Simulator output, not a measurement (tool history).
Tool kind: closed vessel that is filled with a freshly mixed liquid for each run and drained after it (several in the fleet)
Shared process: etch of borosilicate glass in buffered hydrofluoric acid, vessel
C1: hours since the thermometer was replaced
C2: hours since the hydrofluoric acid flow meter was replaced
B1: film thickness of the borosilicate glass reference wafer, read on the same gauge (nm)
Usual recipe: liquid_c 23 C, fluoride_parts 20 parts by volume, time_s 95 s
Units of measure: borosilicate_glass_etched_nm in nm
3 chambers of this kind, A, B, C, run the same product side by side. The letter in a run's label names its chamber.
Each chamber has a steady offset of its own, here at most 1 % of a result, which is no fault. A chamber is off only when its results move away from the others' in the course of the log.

run 1B hour=5.8 | liquid_c=23 fluoride_parts=20 time_s=95 | C1=1373.8 C2=24.5 | B1=120.01 | borosilicate_glass_etched_nm=56.724
run 2A hour=10.6 | liquid_c=23 fluoride_parts=20 time_s=95 | C1=731.4 C2=781.5 | B1=120 | borosilicate_glass_etched_nm=57.133
run 3C hour=15.1 | liquid_c=23 fluoride_parts=20 time_s=95 | C1=1590 C2=316.8 | B1=120 | borosilicate_glass_etched_nm=57.023
run 4C hour=19.4 | liquid_c=23 fluoride_parts=20 time_s=95 | C1=1594.3 C2=321.1 | B1=119.98 | borosilicate_glass_etched_nm=56.179
run 5A hour=25.4 | liquid_c=23 fluoride_parts=20 time_s=95 | C1=746.2 C2=796.3 | B1=119.99 | borosilicate_glass_etched_nm=57.798
run 6B hour=31.2 | liquid_c=23 fluoride_parts=20 time_s=95 | C1=1399.2 C2=49.9 | B1=120.01 | borosilicate_glass_etched_nm=55.717
run 7C hour=37.5 | liquid_c=23 fluoride_parts=20 time_s=95 | C1=1612.4 C2=339.2 | B1=119.99 | borosilicate_glass_etched_nm=57.159
run 8A hour=40.8 | liquid_c=23 fluoride_parts=20 time_s=95 | C1=761.6 C2=811.7 | B1=120 | borosilicate_glass_etched_nm=57.849
run 9B hour=44.8 | liquid_c=23 fluoride_parts=20 time_s=95 | C1=1412.8 C2=63.5 | B1=119.99 | borosilicate_glass_etched_nm=56.611
run 10A hour=48.6 | liquid_c=23 fluoride_parts=20 time_s=95 | C1=769.4 C2=819.5 | B1=120.01 | borosilicate_glass_etched_nm=57.89
run 11C hour=51.9 | liquid_c=23 fluoride_parts=20 time_s=95 | C1=1626.8 C2=353.6 | B1=119.97 | borosilicate_glass_etched_nm=57.391
run 12B hour=57.7 | liquid_c=23 fluoride_parts=20 time_s=95 | C1=1425.7 C2=76.4 | B1=120.01 | borosilicate_glass_etched_nm=56.112
run 13A hour=63.8 | liquid_c=21 fluoride_parts=13.5 time_s=95 | C1=784.6 C2=834.7 | B1=119.98 | borosilicate_glass_etched_nm=75.922
run 14C hour=69.7 | liquid_c=21 fluoride_parts=13.5 time_s=95 | C1=1644.6 C2=371.4 | B1=119.99 | borosilicate_glass_etched_nm=79.523
run 15B hour=75.9 | liquid_c=21 fluoride_parts=13.5 time_s=95 | C1=1443.9 C2=94.6 | B1=120.02 | borosilicate_glass_etched_nm=75.371
run 16A hour=80.6 | liquid_c=23 fluoride_parts=20 time_s=95 | C1=801.4 C2=851.5 | B1=120.02 | borosilicate_glass_etched_nm=57.132
run 17C hour=84 | liquid_c=23 fluoride_parts=20 time_s=95 | C1=1658.9 C2=385.7 | B1=120 | borosilicate_glass_etched_nm=59.018
run 18B hour=90.8 | liquid_c=23 fluoride_parts=20 time_s=95 | C1=1458.8 C2=109.5 | B1=119.98 | borosilicate_glass_etched_nm=55.924
run 19A hour=96.8 | liquid_c=23 fluoride_parts=20 time_s=95 | C1=817.6 C2=867.7 | B1=119.99 | borosilicate_glass_etched_nm=56.609
run 20C hour=102.7 | liquid_c=23 fluoride_parts=20 time_s=95 | C1=1677.6 C2=404.4 | B1=120.04 | borosilicate_glass_etched_nm=60.985
run 21B hour=105.9 | liquid_c=20.5 fluoride_parts=20 time_s=150 | C1=1473.9 C2=124.6 | B1=120.01 | borosilicate_glass_etched_nm=78.161
run 22A hour=110.6 | liquid_c=20.5 fluoride_parts=20 time_s=150 | C1=831.4 C2=881.5 | B1=120.05 | borosilicate_glass_etched_nm=79.704
run 23C hour=116.5 | liquid_c=20.5 fluoride_parts=20 time_s=150 | C1=1691.4 C2=418.2 | B1=120.01 | borosilicate_glass_etched_nm=83.237
run 24B hour=121.7 | liquid_c=23 fluoride_parts=20 time_s=95 | C1=1489.7 C2=140.4 | B1=119.99 | borosilicate_glass_etched_nm=55.536
run 25C hour=128.2 | liquid_c=23 fluoride_parts=20 time_s=95 | C1=1703.1 C2=429.9 | B1=120 | borosilicate_glass_etched_nm=60.969
run 26A hour=131.6 | liquid_c=19.5 fluoride_parts=20 time_s=50 | C1=852.4 C2=902.5 | B1=120.03 | borosilicate_glass_etched_nm=25.025
run 27B hour=135.8 | liquid_c=19.5 fluoride_parts=20 time_s=50 | C1=1503.8 C2=154.5 | B1=119.96 | borosilicate_glass_etched_nm=24.296
run 28B hour=139.2 | liquid_c=19.5 fluoride_parts=20 time_s=50 | C1=1507.2 C2=157.9 | B1=120.02 | borosilicate_glass_etched_nm=24.543
run 29C hour=145.2 | liquid_c=27 fluoride_parts=20 time_s=95 | C1=1720.1 C2=446.9 | B1=120.03 | borosilicate_glass_etched_nm=77.209
run 30A hour=151.1 | liquid_c=27 fluoride_parts=20 time_s=95 | C1=871.9 C2=922 | B1=119.99 | borosilicate_glass_etched_nm=71.188
run 31A hour=156.2 | liquid_c=27 fluoride_parts=20 time_s=95 | C1=877 C2=927.1 | B1=120.01 | borosilicate_glass_etched_nm=70.595
run 32B hour=163.3 | liquid_c=23 fluoride_parts=27.5 time_s=95 | C1=1531.3 C2=182 | B1=120.01 | borosilicate_glass_etched_nm=45.101
run 33C hour=169.2 | liquid_c=23 fluoride_parts=27.5 time_s=95 | C1=1744.1 C2=470.9 | B1=119.99 | borosilicate_glass_etched_nm=48.744

Does one chamber stand apart from the rest, does the shared gauge drift, or is all well apart from small per-chamber offsets? Give the chamber and the most likely cause, where there is one.

One chamber, C, drifts off from the rest bit by bit.
Most likely cause: hydrofluoric acid flow above the setpoint (%) = 11.4.
It could be hard to tell apart here from: liquid hotter than its thermometer reads (K).

Here are 4 candidates for chamber C's next run, each the usual settings with a change, their results left as question marks. Which one brings its results back in line with what the others give on the usual settings?
In line means no further than this from the other chambers' mean on the usual settings: borosilicate_glass_etched_nm 1.9 nm
run 34C-1 hour=174.4 | liquid_c=23 fluoride_parts=19 time_s=110 | borosilicate_glass_etched_nm=?
run 34C-2 hour=174.4 | liquid_c=23 fluoride_parts=18 time_s=95 | borosilicate_glass_etched_nm=?
run 34C-3 hour=174.4 | liquid_c=22.5 fluoride_parts=20 time_s=80 | borosilicate_glass_etched_nm=?
run 34C-4 hour=174.4 | liquid_c=21 fluoride_parts=20 time_s=95 | borosilicate_glass_etched_nm=?

The other chambers' mean on the usual settings: borosilicate_glass_etched_nm 56.988 nm
run=34C-1 borosilicate_glass_etched_nm=77.716
run=34C-2 borosilicate_glass_etched_nm=70.834
run=34C-3 borosilicate_glass_etched_nm=52.3
run=34C-4 borosilicate_glass_etched_nm=57.296
34C-4 is the one that brings the chamber's results back in line with the other chambers.
